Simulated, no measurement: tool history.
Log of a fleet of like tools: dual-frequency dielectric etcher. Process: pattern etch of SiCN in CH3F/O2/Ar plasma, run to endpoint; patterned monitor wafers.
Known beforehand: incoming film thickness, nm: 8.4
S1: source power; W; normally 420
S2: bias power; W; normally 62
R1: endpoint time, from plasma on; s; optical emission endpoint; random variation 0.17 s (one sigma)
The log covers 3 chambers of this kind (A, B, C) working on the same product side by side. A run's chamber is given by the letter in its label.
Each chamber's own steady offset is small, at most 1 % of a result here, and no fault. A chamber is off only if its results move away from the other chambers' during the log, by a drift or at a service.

run,day,S1,S2,R1
1C,0.354,420,62,23.492
2A,0.762,420,62,22.922
3B,1.321,420,62,23.249
4A,1.783,420,62,22.89
5C,2.333,420,62,23.284
6B,2.875,420,62,22.941
7A,3.404,420,62,23.102
# day 3.492: chamber A: wet clean of the chamber
8B,3.867,420,62,23.246
9C,4.371,420,62,23.231
10B,4.775,420,62,23.175
11A,5.417,420,62,22.982
12C,5.867,420,62,23.55
13B,6.292,420,62,23.1
14C,6.808,420,62,23.503
15A,7.475,420,62,22.742
16C,8.142,510,73,20.963
17B,8.554,510,73,20.268
18A,8.929,510,73,20.017
19C,9.242,420,62,23.749
20B,9.654,420,62,23.163
21A,10.05,420,62,23.128
22A,10.438,420,62,23.061
23C,10.929,360,62,25.759
24B,11.488,360,62,24.387
25B,11.829,360,62,24.335

Each of the 3 chambers runs these same settings next. Fill in every chamber's results:
26A,12.325,420,62,?
26B,12.325,420,62,?
26C,12.325,420,62,?

run,R1
26A,22.949
26B,23.079
26C,24.512
